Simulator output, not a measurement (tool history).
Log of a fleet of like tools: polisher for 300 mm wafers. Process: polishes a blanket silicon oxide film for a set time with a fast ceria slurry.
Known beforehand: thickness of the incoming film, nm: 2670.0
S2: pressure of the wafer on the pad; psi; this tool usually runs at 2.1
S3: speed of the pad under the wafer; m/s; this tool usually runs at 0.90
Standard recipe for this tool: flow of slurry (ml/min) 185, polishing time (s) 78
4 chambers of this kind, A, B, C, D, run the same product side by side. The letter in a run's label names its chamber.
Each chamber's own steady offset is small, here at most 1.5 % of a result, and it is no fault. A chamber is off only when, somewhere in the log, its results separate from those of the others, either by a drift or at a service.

Run 1D, hour 2.3: usual settings. Result: film removed (angstrom) 7453.6.
Run 2C, hour 7.3: usual settings. Result: film removed (angstrom) 7306.8.
Run 3A, hour 10.1: usual settings. Result: film removed (angstrom) 7511.9.
Run 4B, hour 13.3: usual settings. Result: film removed (angstrom) 7321.0.
Run 5B, hour 16.1: usual settings. Result: film removed (angstrom) 7496.9.
At hour 17.9: chamber C: worn pad replaced by a new one.
Run 6D, hour 20.1: usual settings. Result: film removed (angstrom) 7435.2.
Run 7C, hour 22.6: usual settings but polishing time (s) 92. Result: film removed (angstrom) 8674.5.
At hour 25.6: chamber B: worn pad replaced by a new one.
Run 8A, hour 26.4: usual settings but polishing time (s) 92. Result: film removed (angstrom) 8781.5.
Run 9C, hour 30.0: usual settings but polishing time (s) 92. Result: film removed (angstrom) 8665.2.
At hour 30.7: chamber B: head pressure recalibrated.
Run 10B, hour 34.0: usual settings but polishing time (s) 92. Result: film removed (angstrom) 8818.0.
Run 11D, hour 38.2: usual settings. Result: film removed (angstrom) 7341.1.
Run 12A, hour 41.8: usual settings. Result: film removed (angstrom) 7393.8.
Run 13C, hour 46.8: usual settings. Result: film removed (angstrom) 7338.0.
At hour 48.2: chamber D: worn pad replaced by a new one.
Run 14B, hour 49.9: usual settings. Result: film removed (angstrom) 7416.3.
Run 15D, hour 53.0: usual settings. Result: film removed (angstrom) 7435.5.
Run 16A, hour 57.7: usual settings. Result: film removed (angstrom) 7332.3.
Run 17B, hour 60.4: usual settings. Result: film removed (angstrom) 7339.7.
Run 18D, hour 63.5: usual settings. Result: film removed (angstrom) 7427.6.
At hour 65.0: chamber C: worn pad replaced by a new one.
Run 19A, hour 68.3: usual settings. Result: film removed (angstrom) 7284.4.
Run 20C, hour 71.8: usual settings. Result: film removed (angstrom) 7476.2.
Run 21D, hour 74.9: usual settings but S3 1.10 m/s. Result: film removed (angstrom) 9034.5.
Run 22B, hour 77.2: usual settings but S3 1.10 m/s. Result: film removed (angstrom) 9024.8.
Run 23C, hour 81.1: usual settings but S3 1.10 m/s. Result: film removed (angstrom) 8985.5.
Run 24A, hour 85.7: usual settings but S3 1.10 m/s. Result: film removed (angstrom) 8691.0.
Run 25D, hour 88.4: usual settings. Result: film removed (angstrom) 7489.0.
At hour 90.3: chamber C: slurry nozzle cleaned.
Run 26B, hour 91.4: usual settings. Result: film removed (angstrom) 7398.8.
Run 27C, hour 94.9: usual settings. Result: film removed (angstrom) 7360.0.
Run 28A, hour 97.5: usual settings. Result: film removed (angstrom) 7026.4.
Run 29B, hour 100.6: usual settings. Result: film removed (angstrom) 7379.4.
At hour 102.3: chamber C: head pressure recalibrated.
Run 30C, hour 104.5: usual settings but polishing time (s) 58. Result: film removed (angstrom) 5429.7.
At hour 107.5: chamber D: worn pad replaced by a new one.
Run 31D, hour 109.1: usual settings but polishing time (s) 58. Result: film removed (angstrom) 5511.5.
At hour 110.1: chamber B: worn pad replaced by a new one.
Run 32A, hour 112.5: usual settings but polishing time (s) 58. Result: film removed (angstrom) 5260.7.
At hour 114.0: chamber C: worn pad replaced by a new one.
At hour 114.5: chamber B: slurry nozzle cleaned.
Run 33A, hour 115.6: usual settings but polishing time (s) 58. Result: film removed (angstrom) 5138.6.
Run 34B, hour 119.4: usual settings but flow of slurry (ml/min) 245, S3 1.12 m/s. Result: film removed (angstrom) 9391.6.
Run 35D, hour 123.7: usual settings but flow of slurry (ml/min) 245, S3 1.12 m/s. Result: film removed (angstrom) 9596.9.
Run 36C, hour 128.5: usual settings but flow of slurry (ml/min) 245, S3 1.12 m/s. Result: film removed (angstrom) 9513.8.
Run 37A, hour 133.5: usual settings but flow of slurry (ml/min) 245, S3 1.12 m/s. Result: film removed (angstrom) 8824.5.
Run 38D, hour 138.4: usual settings. Result: film removed (angstrom) 7286.2.
Run 39C, hour 143.3: usual settings. Result: film removed (angstrom) 7419.8.
Run 40B, hour 146.4: usual settings. Result: film removed (angstrom) 7368.0.
At hour 147.1: chamber D: slurry nozzle cleaned.
Run 41D, hour 149.9: usual settings. Result: film removed (angstrom) 7419.0.
Run 42C, hour 153.5: usual settings. Result: film removed (angstrom) 7250.0.

Each of the 4 chambers runs these same settings next. Fill in every chamber's results:
Run 43A, hour 157.2: usual settings. Result: film removed (angstrom) ?.
Run 43B, hour 157.2: usual settings. Result: film removed (angstrom) ?.
Run 43C, hour 157.2: usual settings. Result: film removed (angstrom) ?.
Run 43D, hour 157.2: usual settings. Result: film removed (angstrom) ?.

run  film removed (angstrom)
43A                   6861.8
43B                   7456.3
43C                   7265.4
43D                   7401.1

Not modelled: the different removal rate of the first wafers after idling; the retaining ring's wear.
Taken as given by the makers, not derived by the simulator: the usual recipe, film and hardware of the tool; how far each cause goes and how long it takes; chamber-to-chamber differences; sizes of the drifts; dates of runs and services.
